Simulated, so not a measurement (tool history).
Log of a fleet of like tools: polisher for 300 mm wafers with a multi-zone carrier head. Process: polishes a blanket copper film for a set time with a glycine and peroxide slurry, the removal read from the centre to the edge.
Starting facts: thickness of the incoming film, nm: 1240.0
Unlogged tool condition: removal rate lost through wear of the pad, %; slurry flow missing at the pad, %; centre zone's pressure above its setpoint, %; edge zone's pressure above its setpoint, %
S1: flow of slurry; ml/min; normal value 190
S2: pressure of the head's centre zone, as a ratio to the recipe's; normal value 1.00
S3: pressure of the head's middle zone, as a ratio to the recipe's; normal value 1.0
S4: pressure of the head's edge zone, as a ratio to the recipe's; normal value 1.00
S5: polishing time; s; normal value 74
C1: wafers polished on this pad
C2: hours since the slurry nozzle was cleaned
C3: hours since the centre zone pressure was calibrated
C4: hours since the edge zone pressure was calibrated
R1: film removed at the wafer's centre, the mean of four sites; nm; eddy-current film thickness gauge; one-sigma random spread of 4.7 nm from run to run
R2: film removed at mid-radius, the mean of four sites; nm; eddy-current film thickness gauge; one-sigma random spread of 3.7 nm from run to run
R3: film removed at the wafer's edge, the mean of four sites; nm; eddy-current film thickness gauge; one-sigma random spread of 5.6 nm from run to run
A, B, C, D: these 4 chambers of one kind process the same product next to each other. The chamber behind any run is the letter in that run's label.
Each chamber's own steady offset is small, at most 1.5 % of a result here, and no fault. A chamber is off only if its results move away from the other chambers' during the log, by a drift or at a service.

run,day,S1,S2,S3,S4,S5,C1,C2,C3,C4,R1,R2,R3
# day 0.142: chamber B: worn pad replaced by a new one
1D,0.396,190,1.00,1.0,1.00,74,537,261.7,849.4,495.2,420.05,417.64,428.05
2B,0.754,190,1.00,1.0,1.00,74,152,107.1,22.9,671.2,423.30,419.46,419.74
3A,1.050,190,1.00,1.0,1.00,74,873,200.9,561.2,907.7,413.81,420.54,430.61
# day 1.217: chamber D: worn pad replaced by a new one
4C,1.250,190,1.00,1.0,1.00,74,424,353.5,161.3,373.1,428.79,424.46,423.60
5B,1.638,190,1.00,1.0,1.00,74,371,128.3,44.1,692.4,426.01,418.93,430.62
6A,1.983,190,1.00,1.0,1.00,74,1104,223.3,583.6,930.1,422.91,422.31,433.66
7C,2.254,190,1.00,1.0,1.00,74,673,377.6,185.4,397.2,412.92,426.55,435.85
8D,2.571,190,1.00,1.0,0.89,60,335,313.9,901.6,547.4,349.23,339.17,325.98
# day 2.892: chamber C: edge zone pressure recalibrated
9D,2.929,190,1.00,1.0,0.89,60,424,322.5,910.2,556.0,347.73,335.92,326.06
10B,3.233,190,1.00,1.0,0.89,60,767,166.6,82.4,730.7,348.63,343.30,314.24
# day 3.446: chamber B: worn pad replaced by a new one
11A,3.575,190,1.00,1.0,0.89,60,1499,261.5,621.8,968.3,325.88,339.58,318.58
12C,3.821,190,1.00,1.0,1.00,74,1062,415.2,223.0,22.3,415.74,424.71,422.63
# day 4.062: chamber D: worn pad replaced by a new one
13B,4.088,190,1.00,1.0,1.00,74,159,187.1,102.9,751.2,423.05,423.43,428.29
14A,4.483,190,1.00,1.0,1.00,74,1724,283.3,643.6,990.1,409.74,414.81,412.62
15D,4.679,190,1.00,1.0,1.00,74,153,364.5,952.2,598.0,429.14,417.38,426.58
16C,4.967,190,1.00,1.0,1.00,74,1346,442.7,250.5,49.8,421.62,425.46,427.79
# day 5.183: chamber C: worn pad replaced by a new one
17B,5.383,190,1.00,1.0,1.00,74,480,218.2,134.0,782.3,419.67,415.55,425.05
18C,5.796,190,1.00,1.1,0.93,74,151,462.6,270.4,69.7,426.98,463.50,420.12
19D,6.208,190,1.00,1.1,0.93,74,532,401.2,988.9,634.7,422.72,457.50,408.71
20A,6.442,190,1.00,1.1,0.93,74,2210,330.3,690.6,1037.1,400.14,438.49,394.69
21D,6.812,190,1.00,1.1,0.93,74,682,415.7,1003.4,649.2,431.33,459.41,411.16
# day 7.058: chamber B: worn pad replaced by a new one
22B,7.229,190,1.07,1.0,1.00,74,42,262.5,178.3,826.6,462.48,420.98,423.96
# day 7.354: chamber A: edge zone pressure recalibrated
23C,7.425,190,1.07,1.0,1.00,74,555,501.7,309.5,108.8,460.75,429.10,426.85
# day 7.538: chamber D: worn pad replaced by a new one
24A,7.733,190,1.07,1.0,1.00,74,2530,361.3,721.6,9.2,433.34,399.76,388.87
25A,7.996,190,1.07,1.0,1.00,74,2595,367.6,727.9,15.5,423.55,400.13,398.94
26D,8.188,190,1.00,1.0,1.00,74,161,448.7,1036.4,682.2,418.42,419.85,414.68
27B,8.604,190,1.00,1.0,1.00,74,383,295.5,211.3,859.6,418.62,423.93,425.75
28C,8.850,190,1.00,1.0,1.00,74,909,535.9,343.7,143.0,423.89,417.74,423.27
29D,9.175,190,1.00,1.0,1.10,74,406,472.4,1060.1,705.9,430.26,420.46,452.20
30C,9.483,190,1.00,1.0,1.10,74,1066,551.1,358.9,158.2,423.62,429.44,452.40
31A,9.700,190,1.00,1.0,1.10,74,3018,408.5,768.8,56.4,396.33,396.99,408.23
# day 9.879: chamber C: worn pad replaced by a new one
# day 10.029: chamber A: centre zone pressure recalibrated
32B,10.075,190,1.00,1.0,1.10,74,748,330.8,246.6,894.9,425.13,425.09,455.05
# day 10.338: chamber B: edge zone pressure recalibrated
33D,10.500,190,1.00,1.0,1.00,74,734,504.2,1091.9,737.7,430.40,421.91,422.58
# day 10.725: chamber D: worn pad replaced by a new one
34C,10.775,190,1.00,1.0,1.00,74,223,582.1,389.9,189.2,431.12,424.12,420.77
# day 10.804: chamber B: worn pad replaced by a new one
35A,11.029,190,1.00,1.0,1.00,74,3347,440.4,24.1,88.3,387.43,384.06,393.10
36B,11.379,190,0.92,1.0,0.95,74,143,362.1,277.9,25.0,393.52,426.95,419.61
37D,11.712,190,0.92,1.0,0.95,74,245,533.3,1121.0,766.8,389.94,419.37,420.33
38A,12.121,190,0.92,1.0,0.95,74,3618,466.6,50.3,114.5,349.75,385.63,359.31
39C,12.404,190,0.92,1.0,0.95,74,627,621.2,429.0,228.3,383.42,419.97,415.40
40B,12.612,190,1.00,1.0,1.00,74,449,391.7,307.5,54.6,424.18,424.87,420.04
41D,12.912,190,1.11,1.0,1.12,74,543,562.1,1149.8,795.6,470.18,418.82,448.93
42B,13.112,190,1.11,1.0,1.12,74,573,403.7,319.5,66.6,483.91,423.24,446.47
43A,13.488,190,1.11,1.0,1.12,74,3957,499.4,83.1,147.3,414.81,376.54,400.48
44C,13.738,190,1.11,1.0,1.12,74,957,653.2,461.0,260.3,473.92,420.00,454.36

Next, every chamber runs the same settings. What will each give?
45A,14.046,190,1.00,1.0,1.00,74,,,,,?,?,?
45B,14.046,190,1.00,1.0,1.00,74,,,,,?,?,?
45C,14.046,190,1.00,1.0,1.00,74,,,,,?,?,?
45D,14.046,190,1.00,1.0,1.00,74,,,,,?,?,?

run,R1,R2,R3
45A,367.31,369.65,375.93
45B,432.04,417.81,426.40
45C,424.65,417.82,426.35
45D,426.83,420.93,424.09
